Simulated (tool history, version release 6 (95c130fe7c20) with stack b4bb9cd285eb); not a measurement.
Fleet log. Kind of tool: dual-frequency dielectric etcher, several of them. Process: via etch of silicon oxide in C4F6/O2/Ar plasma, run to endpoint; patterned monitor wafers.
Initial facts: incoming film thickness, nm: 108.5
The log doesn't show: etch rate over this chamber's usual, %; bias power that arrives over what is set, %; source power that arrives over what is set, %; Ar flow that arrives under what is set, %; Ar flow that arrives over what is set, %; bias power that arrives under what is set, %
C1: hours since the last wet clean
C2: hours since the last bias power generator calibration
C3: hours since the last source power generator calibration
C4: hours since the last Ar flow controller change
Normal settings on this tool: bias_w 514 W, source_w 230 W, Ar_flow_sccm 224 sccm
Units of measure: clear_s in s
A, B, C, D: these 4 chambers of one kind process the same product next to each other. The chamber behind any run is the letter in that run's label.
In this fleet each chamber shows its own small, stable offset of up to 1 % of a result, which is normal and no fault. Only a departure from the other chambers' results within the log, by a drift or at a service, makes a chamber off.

-- hour=3.9 chamber C: wet clean of the chamber
run 1B hour=4.3 | bias_w=514 source_w=230 Ar_flow_sccm=224 | C1=275.4 C2=969.3 C3=3786.0 C4=1161.9 | clear_s=28.276
run 2C hour=8.6 | bias_w=514 source_w=230 Ar_flow_sccm=224 | C1=4.8 C2=607.5 C3=3145.8 C4=731.5 | clear_s=28.330
run 3D hour=11.2 | bias_w=514 source_w=230 Ar_flow_sccm=224 | C1=389.1 C2=3236.7 C3=1114.1 C4=1310.1 | clear_s=27.994
run 4A hour=13.3 | bias_w=514 source_w=230 Ar_flow_sccm=224 | C1=58.8 C2=1137.3 C3=1910.4 C4=2287.1 | clear_s=27.860
run 5B hour=16.4 | bias_w=514 source_w=230 Ar_flow_sccm=245 | C1=287.5 C2=981.4 C3=3798.1 C4=1174.0 | clear_s=28.256
run 6C hour=19.9 | bias_w=514 source_w=230 Ar_flow_sccm=245 | C1=16.1 C2=618.8 C3=3157.1 C4=742.8 | clear_s=28.675
run 7A hour=23.4 | bias_w=514 source_w=230 Ar_flow_sccm=245 | C1=68.9 C2=1147.4 C3=1920.5 C4=2297.2 | clear_s=28.131
run 8D hour=27.9 | bias_w=514 source_w=230 Ar_flow_sccm=245 | C1=405.8 C2=3253.4 C3=1130.8 C4=1326.8 | clear_s=28.472
run 9A hour=31.0 | bias_w=514 source_w=230 Ar_flow_sccm=224 | C1=76.5 C2=1155.0 C3=1928.1 C4=2304.8 | clear_s=27.940
run 10D hour=35.0 | bias_w=514 source_w=230 Ar_flow_sccm=224 | C1=412.9 C2=3260.5 C3=1137.9 C4=1333.9 | clear_s=28.420
run 11C hour=38.2 | bias_w=514 source_w=230 Ar_flow_sccm=224 | C1=34.4 C2=637.1 C3=3175.4 C4=761.1 | clear_s=28.269
run 12B hour=42.0 | bias_w=514 source_w=230 Ar_flow_sccm=224 | C1=313.1 C2=1007.0 C3=3823.7 C4=1199.6 | clear_s=28.143
run 13B hour=46.4 | bias_w=514 source_w=230 Ar_flow_sccm=224 | C1=317.5 C2=1011.4 C3=3828.1 C4=1204.0 | clear_s=28.055
run 14A hour=49.1 | bias_w=514 source_w=230 Ar_flow_sccm=224 | C1=94.6 C2=1173.1 C3=1946.2 C4=2322.9 | clear_s=27.970
run 15D hour=51.1 | bias_w=514 source_w=230 Ar_flow_sccm=224 | C1=429.0 C2=3276.6 C3=1154.0 C4=1350.0 | clear_s=28.244
run 16C hour=53.1 | bias_w=514 source_w=230 Ar_flow_sccm=224 | C1=49.3 C2=652.0 C3=3190.3 C4=776.0 | clear_s=28.274
-- hour=54.1 chamber D: wet clean of the chamber
run 17D hour=57.6 | bias_w=514 source_w=230 Ar_flow_sccm=224 | C1=3.5 C2=3283.1 C3=1160.5 C4=1356.5 | clear_s=26.925
run 18A hour=60.2 | bias_w=514 source_w=230 Ar_flow_sccm=224 | C1=105.7 C2=1184.2 C3=1957.3 C4=2334.0 | clear_s=28.125
run 19B hour=64.3 | bias_w=514 source_w=180 Ar_flow_sccm=197 | C1=335.4 C2=1029.3 C3=3846.0 C4=1221.9 | clear_s=30.220
run 20C hour=66.3 | bias_w=514 source_w=180 Ar_flow_sccm=197 | C1=62.5 C2=665.2 C3=3203.5 C4=789.2 | clear_s=30.558
run 21D hour=69.4 | bias_w=514 source_w=180 Ar_flow_sccm=197 | C1=15.3 C2=3294.9 C3=1172.3 C4=1368.3 | clear_s=29.490
run 22C hour=72.5 | bias_w=514 source_w=180 Ar_flow_sccm=197 | C1=68.7 C2=671.4 C3=3209.7 C4=795.4 | clear_s=30.551
run 23A hour=74.9 | bias_w=557 source_w=230 Ar_flow_sccm=224 | C1=120.4 C2=1198.9 C3=1972.0 C4=2348.7 | clear_s=27.109
run 24B hour=78.3 | bias_w=557 source_w=230 Ar_flow_sccm=224 | C1=349.4 C2=1043.3 C3=3860.0 C4=1235.9 | clear_s=27.254
run 25A hour=82.1 | bias_w=557 source_w=230 Ar_flow_sccm=224 | C1=127.6 C2=1206.1 C3=1979.2 C4=2355.9 | clear_s=27.102
run 26B hour=86.2 | bias_w=557 source_w=230 Ar_flow_sccm=224 | C1=357.3 C2=1051.2 C3=3867.9 C4=1243.8 | clear_s=27.147
run 27C hour=88.9 | bias_w=514 source_w=230 Ar_flow_sccm=224 | C1=85.1 C2=687.8 C3=3226.1 C4=811.8 | clear_s=28.246
run 28D hour=91.1 | bias_w=514 source_w=230 Ar_flow_sccm=224 | C1=37.0 C2=3316.6 C3=1194.0 C4=1390.0 | clear_s=27.188
run 29C hour=95.1 | bias_w=514 source_w=230 Ar_flow_sccm=224 | C1=91.3 C2=694.0 C3=3232.3 C4=818.0 | clear_s=28.332
run 30A hour=97.8 | bias_w=514 source_w=230 Ar_flow_sccm=224 | C1=143.3 C2=1221.8 C3=1994.9 C4=2371.6 | clear_s=27.842
run 31D hour=100.2 | bias_w=514 source_w=230 Ar_flow_sccm=224 | C1=46.1 C2=3325.7 C3=1203.1 C4=1399.1 | clear_s=27.259
run 32B hour=104.0 | bias_w=514 source_w=230 Ar_flow_sccm=177 | C1=375.1 C2=1069.0 C3=3885.7 C4=1261.6 | clear_s=27.327

The same settings go to every chamber for the next run, one line per chamber below. Forecast the results for each:
run 33A hour=107.2 | bias_w=426 source_w=230 Ar_flow_sccm=224 | clear_s=?
run 33B hour=107.2 | bias_w=426 source_w=230 Ar_flow_sccm=224 | clear_s=?
run 33C hour=107.2 | bias_w=426 source_w=230 Ar_flow_sccm=224 | clear_s=?
run 33D hour=107.2 | bias_w=426 source_w=230 Ar_flow_sccm=224 | clear_s=?

run=33A clear_s=30.182
run=33B clear_s=30.282
run=33C clear_s=30.246
run=33D clear_s=29.045
